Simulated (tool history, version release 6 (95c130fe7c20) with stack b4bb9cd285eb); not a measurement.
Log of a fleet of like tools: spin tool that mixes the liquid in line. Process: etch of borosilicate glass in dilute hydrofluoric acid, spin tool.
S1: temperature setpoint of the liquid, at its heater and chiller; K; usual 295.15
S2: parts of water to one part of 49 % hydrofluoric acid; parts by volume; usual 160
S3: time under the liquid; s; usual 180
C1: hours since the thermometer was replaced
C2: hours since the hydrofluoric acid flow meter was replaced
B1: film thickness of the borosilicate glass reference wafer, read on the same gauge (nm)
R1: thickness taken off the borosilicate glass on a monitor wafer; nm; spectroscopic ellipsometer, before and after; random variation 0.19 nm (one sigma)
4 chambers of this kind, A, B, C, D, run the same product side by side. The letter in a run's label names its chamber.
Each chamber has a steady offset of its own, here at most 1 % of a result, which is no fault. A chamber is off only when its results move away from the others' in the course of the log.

| run | day | S1 | S2 | S3 | C1 | C2 | B1 | R1 |
|---|---|---|---|---|---|---|---|---|
| 1C | 0.371 | 295.15 | 160 | 180 | 157.1 | 197.2 | 130.01 | 27.122 |
| 2A | 0.592 | 295.15 | 160 | 180 | 274.9 | 1074 | 129.97 | 27.066 |
| 3D | 0.771 | 295.15 | 160 | 180 | 1079.1 | 1402.3 | 129.97 | 26.845 |
| 4B | 1.088 | 295.15 | 160 | 180 | 1099.8 | 714.6 | 130.03 | 27.337 |
| 5C | 1.383 | 295.15 | 160 | 180 | 181.4 | 221.5 | 129.95 | 27.242 |
| 6A | 1.725 | 295.15 | 160 | 180 | 302.1 | 1101.2 | 130 | 27.11 |
| 7B | 1.954 | 295.15 | 160 | 180 | 1120.6 | 735.4 | 130.03 | 26.979 |
| 8D | 2.25 | 295.15 | 205 | 180 | 1114.6 | 1437.8 | 129.99 | 20.495 |
| 9B | 2.421 | 295.15 | 205 | 180 | 1131.8 | 746.6 | 130.04 | 20.282 |
| 10C | 2.592 | 295.15 | 205 | 180 | 210.4 | 250.5 | 130.04 | 19.971 |
| 11D | 2.912 | 295.15 | 205 | 180 | 1130.5 | 1453.7 | 130.02 | 20.141 |
| 12A | 3.183 | 295.15 | 160 | 180 | 337.1 | 1136.2 | 130.04 | 27.027 |
| 13C | 3.521 | 295.15 | 160 | 180 | 232.7 | 272.8 | 130.02 | 27.187 |
| 14D | 3.821 | 295.15 | 160 | 180 | 1152.3 | 1475.5 | 129.99 | 26.673 |
| 15B | 4.188 | 295.15 | 160 | 180 | 1174.2 | 789 | 129.97 | 27.175 |
| 16A | 4.462 | 295.15 | 160 | 180 | 367.8 | 1166.9 | 129.98 | 27.277 |
| 17A | 4.671 | 295.15 | 160 | 180 | 372.8 | 1171.9 | 130.06 | 27.309 |
| 18B | 5.038 | 295.15 | 160 | 180 | 1194.6 | 809.4 | 129.96 | 26.87 |
| 19D | 5.204 | 295.15 | 160 | 180 | 1185.5 | 1508.7 | 129.99 | 26.95 |
| 20C | 5.45 | 295.15 | 160 | 180 | 279 | 319.1 | 129.99 | 26.276 |
| 21A | 5.717 | 295.15 | 160 | 180 | 397.9 | 1197 | 130 | 27.518 |
| 22C | 5.983 | 291.15 | 115 | 180 | 291.8 | 331.9 | 130 | 32.512 |
| 23D | 6.162 | 291.15 | 115 | 180 | 1208.5 | 1531.7 | 130.01 | 33.683 |
| 24B | 6.329 | 291.15 | 115 | 180 | 1225.6 | 840.4 | 129.97 | 33.952 |
| 25D | 6.512 | 291.15 | 115 | 180 | 1216.9 | 1540.1 | 129.99 | 33.232 |
| 26A | 6.712 | 295.15 | 160 | 180 | 421.8 | 1220.9 | 129.97 | 27.564 |
| 27B | 6.9 | 295.15 | 160 | 180 | 1239.3 | 854.1 | 130.02 | 27.083 |
| 28C | 7.208 | 295.15 | 160 | 180 | 321.2 | 361.3 | 130.03 | 25.863 |
|  | 7.3 | chamber B: hydrofluoric acid flow meter replaced |
| 29D | 7.433 | 291.65 | 160 | 125 | 1239 | 1562.2 | 130.02 | 16.27 |
| 30C | 7.667 | 291.65 | 160 | 125 | 332.2 | 372.3 | 130.01 | 15.305 |
| 31B | 8.017 | 291.65 | 160 | 125 | 1266.1 | 17.2 | 129.99 | 16.425 |
| 32A | 8.212 | 291.65 | 160 | 125 | 457.8 | 1256.9 | 130.01 | 16.251 |
| 33B | 8.388 | 295.15 | 160 | 180 | 1275 | 26.1 | 129.98 | 27.096 |
| 34C | 8.633 | 295.15 | 160 | 180 | 355.4 | 395.5 | 129.95 | 25.23 |
| 35A | 8.933 | 295.15 | 160 | 180 | 475.1 | 1274.2 | 130.03 | 27.031 |
| 36D | 9.212 | 295.15 | 160 | 180 | 1281.7 | 1604.9 | 129.99 | 27.117 |
| 37D | 9.383 | 295.15 | 160 | 285 | 1285.8 | 1609 | 129.98 | 42.484 |
| 38C | 9.583 | 295.15 | 160 | 285 | 378.2 | 418.3 | 129.99 | 39.329 |

Is one chamber off against the others, does the gauge drift, or is nothing wrong? If a chamber is off, say which, and what the likeliest cause is.

Chamber C drifts away from the others.
Cause: hydrofluoric acid flow below the setpoint (%) = 7.74.
The log may not tell that from: liquid colder than its thermometer reads (K).

Here are 4 candidates for chamber C's next run, each the usual settings with a change, their results left as question marks. Which one brings its results back in line with what the others give on the usual settings?
In line means no further than this from the other chambers' mean on the usual settings: R1 0.66 nm
| 39C-1 | 9.85 | 295.65 | 145 | 180 |  |  |  | ? |
| 39C-2 | 9.85 | 291.65 | 160 | 180 |  |  |  | ? |
| 39C-3 | 9.85 | 295.15 | 155 | 190 |  |  |  | ? |
| 39C-4 | 9.85 | 295.15 | 165 | 170 |  |  |  | ? |

The other chambers' mean on the usual settings: R1 27.091 nm
| run | R1 |
|---|---|
| 39C-1 | 28.28 |
| 39C-2 | 21.538 |
| 39C-3 | 27.091 |
| 39C-4 | 22.522 |
39C-3 brings the chamber back in line.
